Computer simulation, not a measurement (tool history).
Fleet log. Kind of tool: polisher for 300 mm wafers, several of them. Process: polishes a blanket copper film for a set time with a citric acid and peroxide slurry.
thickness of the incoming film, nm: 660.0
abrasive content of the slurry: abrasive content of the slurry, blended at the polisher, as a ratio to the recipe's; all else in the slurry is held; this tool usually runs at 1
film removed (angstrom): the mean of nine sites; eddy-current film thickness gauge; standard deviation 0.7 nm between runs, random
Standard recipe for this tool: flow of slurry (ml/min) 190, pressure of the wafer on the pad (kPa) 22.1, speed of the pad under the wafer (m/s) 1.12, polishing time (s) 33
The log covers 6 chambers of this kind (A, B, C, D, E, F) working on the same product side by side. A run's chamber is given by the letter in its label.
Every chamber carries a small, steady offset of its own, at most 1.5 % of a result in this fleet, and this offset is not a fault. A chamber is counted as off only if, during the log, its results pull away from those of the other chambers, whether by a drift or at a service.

run,hour,flow of slurry (ml/min),pressure of the wafer on the pad (kPa),speed of the pad under the wafer (m/s),abrasive content of the slurry,polishing time (s),wafers polished on this pad,hours since the slurry nozzle was cleaned,hours since the head pressure was calibrated,hours since the slurry blender was calibrated,film removed (angstrom)
1D,2.8,190,22.1,1.12,1,33,897,127.5,83.7,95.8,786.41
2C,8.9,190,22.1,1.12,1,33,900,42.5,155.1,401.4,789.86
# hour 9.7: chamber D: worn pad replaced by a new one
# hour 11.4: chamber E: worn pad replaced by a new one
3B,12.3,190,22.1,1.12,1,33,1004,94.6,486.0,75.6,804.16
# hour 16.3: chamber A: slurry blender recalibrated
4F,16.8,190,22.1,1.12,1,33,694,50.1,1199.6,136.6,814.54
# hour 20.5: chamber E: slurry blender recalibrated
5A,22.5,190,22.1,1.12,1,33,410,382.0,260.9,6.3,791.74
# hour 26.5: chamber C: worn pad replaced by a new one
6E,28.2,190,22.1,1.12,1,33,229,102.4,257.8,7.7,789.91
7F,32.9,190,22.1,1.12,1,33,914,66.2,1215.7,152.7,794.54
# hour 36.4: chamber F: worn pad replaced by a new one
8B,38.2,190,22.1,1.12,1,33,1358,120.5,511.9,101.5,794.66
9C,41.8,190,22.1,1.12,1,33,208,75.4,188.0,434.3,788.56
# hour 42.4: chamber B: worn pad replaced by a new one
10A,46.0,190,22.1,1.12,1,33,731,405.5,284.4,29.8,790.02
11E,52.3,190,22.1,1.12,1,33,558,126.5,281.9,31.8,795.47
12D,57.6,190,22.1,1.12,1,33,653,182.3,138.5,150.6,794.77
13B,61.0,190,22.1,1.12,1,33,254,143.3,534.7,124.3,792.61
14F,67.0,190,22.1,1.12,1,33,417,100.3,1249.8,186.8,789.62
15D,72.4,190,26.2,1.12,1,33,855,197.1,153.3,165.4,934.24
16A,78.1,190,26.2,1.12,1,33,1168,437.6,316.5,61.9,932.34
# hour 80.4: chamber A: head pressure recalibrated
# hour 81.4: chamber D: slurry blender recalibrated
17E,82.9,190,26.2,1.12,1,33,975,157.1,312.5,62.4,932.03
18C,88.2,190,26.2,1.12,1,33,841,121.8,234.4,480.7,953.57
# hour 88.5: chamber A: worn pad replaced by a new one
19C,91.4,190,26.2,1.12,1,33,885,125.0,237.6,483.9,947.76
20D,95.2,190,26.2,1.12,1,33,1165,219.9,176.1,13.9,941.61
# hour 97.9: chamber E: worn pad replaced by a new one
21F,99.3,190,22.1,1.12,1,33,857,132.6,1282.1,219.1,807.79
# hour 100.5: chamber F: worn pad replaced by a new one
22A,104.2,190,22.1,1.12,1,33,214,463.7,23.8,88.0,711.14
# hour 105.0: chamber D: worn pad replaced by a new one
# hour 107.2: chamber C: worn pad replaced by a new one
23E,108.9,190,22.1,1.12,1,33,150,183.1,338.5,88.4,797.65
# hour 109.9: chamber A: slurry nozzle cleaned
24B,113.2,190,22.1,1.12,1,33,965,195.5,586.9,176.5,804.87
25C,117.5,190,22.1,1.12,1,33,140,151.1,263.7,510.0,804.85
26F,121.9,190,22.1,0.88,1,33,292,155.2,1304.7,241.7,629.49
27D,126.5,190,22.1,0.88,1,33,293,251.2,207.4,45.2,614.37
# hour 129.8: chamber B: worn pad replaced by a new one
28E,132.0,190,22.1,0.88,1,33,465,206.2,361.6,111.5,616.60
29B,134.8,190,22.1,0.88,1,33,68,217.1,608.5,198.1,619.34
30A,138.6,190,22.1,0.88,1,33,683,28.8,58.2,122.4,559.04
31E,144.0,190,22.1,0.88,1,33,629,218.2,373.6,123.5,623.67
# hour 146.4: chamber F: slurry blender recalibrated
32A,148.9,190,22.1,1.12,1,33,823,39.1,68.5,132.7,701.80
# hour 149.4: chamber B: slurry blender recalibrated
# hour 150.1: chamber C: slurry blender recalibrated
33B,152.8,190,22.1,1.12,1,33,313,235.1,626.5,3.4,794.32
34F,155.8,190,22.1,1.12,1,33,754,189.1,1338.6,9.5,805.56
35C,160.6,190,22.1,1.12,1,33,728,194.2,306.8,10.6,804.77
36D,166.9,190,22.1,1.12,1,33,844,291.6,247.8,85.6,790.25
37C,172.7,190,22.1,1.12,1,33,893,206.3,318.9,22.7,799.77

The same settings go to every chamber for the next run, one line per chamber below. Forecast the results for each:
38A,177.4,190,22.1,0.84,1,33,,,,,?
38B,177.4,190,22.1,0.84,1,33,,,,,?
38C,177.4,190,22.1,0.84,1,33,,,,,?
38D,177.4,190,22.1,0.84,1,33,,,,,?
38E,177.4,190,22.1,0.84,1,33,,,,,?
38F,177.4,190,22.1,0.84,1,33,,,,,?

run,film removed (angstrom)
38A,536.15
38B,600.41
38C,603.34
38D,602.45
38E,604.76
38F,607.52

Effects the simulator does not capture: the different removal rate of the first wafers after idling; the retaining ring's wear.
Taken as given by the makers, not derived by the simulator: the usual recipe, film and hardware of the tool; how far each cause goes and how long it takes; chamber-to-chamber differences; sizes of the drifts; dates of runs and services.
